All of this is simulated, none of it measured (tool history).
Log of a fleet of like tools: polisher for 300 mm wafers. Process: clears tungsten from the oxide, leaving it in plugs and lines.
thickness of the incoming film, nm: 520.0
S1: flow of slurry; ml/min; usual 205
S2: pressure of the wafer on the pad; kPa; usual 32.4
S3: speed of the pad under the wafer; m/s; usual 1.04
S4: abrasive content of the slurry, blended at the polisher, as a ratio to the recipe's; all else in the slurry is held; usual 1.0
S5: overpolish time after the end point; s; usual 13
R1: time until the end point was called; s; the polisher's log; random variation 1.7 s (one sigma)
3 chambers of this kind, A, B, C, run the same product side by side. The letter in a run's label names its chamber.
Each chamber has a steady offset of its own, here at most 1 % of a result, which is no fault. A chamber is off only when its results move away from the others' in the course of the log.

run   hour   S1    S2    S3   S4  S5      R1
 1B    6.9  205  32.4  1.04  1.0  13  89.736
       7.7  -- chamber C: slurry blender recalibrated
 2C   14.8  205  32.4  1.04  1.0  13  90.644
 3A   22.4  205  32.4  1.04  1.0  13  89.691
 4A   31.0  205  32.4  1.04  1.0  13  91.596
 5C   37.4  245  32.4  1.04  1.0  13  90.716
      37.5  -- chamber B: worn pad replaced by a new one
 6B   45.7  245  32.4  1.04  1.0  13  88.711
      46.2  -- chamber C: head pressure recalibrated
 7B   51.5  245  32.4  1.04  1.0  13  85.953
 8A   60.6  205  32.4  1.04  1.0  13  88.607
 9C   65.0  205  32.4  1.04  1.0  13  88.457
10B   71.9  205  32.4  1.04  1.0  13  88.646
11C   80.4  205  32.4  1.04  1.0  13  89.922
      80.6  -- chamber A: slurry tank refilled with fresh slurry and peroxide
      82.0  -- chamber C: worn pad replaced by a new one
      82.8  -- chamber C: slurry tank refilled with fresh slurry and peroxide
      89.7  -- chamber A: slurry blender recalibrated
12A   90.4  205  32.4  1.04  1.0  13  90.980
13A   96.3  205  32.4  1.04  1.0  13  90.599
     103.0  -- chamber A: worn pad replaced by a new one
14C  104.5  205  32.4  1.38  0.8  13  72.818
15B  109.0  205  32.4  1.38  0.8  13  72.445
     113.5  -- chamber A: head pressure recalibrated
     116.8  -- chamber B: worn pad replaced by a new one
16B  118.0  205  32.4  1.38  0.8  13  68.708
17A  127.2  205  32.4  1.04  1.0  13  90.661
18C  133.5  205  32.4  1.04  1.0  13  90.821
19A  140.8  140  32.4  1.04  1.0  13  97.674
20B  149.6  140  32.4  1.04  1.0  13  92.739
21C  155.5  140  32.4  1.04  1.0  13  93.802
22C  165.2  205  32.4  1.04  1.0  13  92.411
23B  170.8  205  32.4  1.04  1.0  13  89.664
24A  179.4  205  32.4  1.04  1.0  13  89.859
     182.1  -- chamber C: slurry tank refilled with fresh slurry and peroxide
25A  186.2  205  32.4  1.04  1.0  13  88.450
     193.9  -- chamber C: worn pad replaced by a new one
     194.2  -- chamber B: slurry nozzle cleaned
26B  195.2  205  32.4  1.04  1.0  13  88.504
     195.8  -- chamber B: slurry tank refilled with fresh slurry and peroxide
27C  200.8  205  32.4  1.04  1.0  13  87.559
     202.1  -- chamber A: slurry tank refilled with fresh slurry and peroxide
     206.4  -- chamber B: worn pad replaced by a new one
28C  207.6  205  32.4  1.04  1.0  13  91.336
29A  215.3  205  32.4  1.04  1.0  13  92.095
30B  223.5  205  32.4  1.04  1.0  13  89.722
31A  232.9  205  32.4  1.04  1.2  13  86.408
32B  239.2  205  32.4  1.04  1.2  13  83.218
33C  246.0  205  32.4  1.04  1.2  13  89.156

Next, every chamber runs the same settings. What will each give?
34A  253.2  205  32.4  1.04  1.0  13   ?
34B  253.2  205  32.4  1.04  1.0  13   ?
34C  253.2  205  32.4  1.04  1.0  13   ?

run      R1
34A  88.502
34B  91.119
34C  91.874
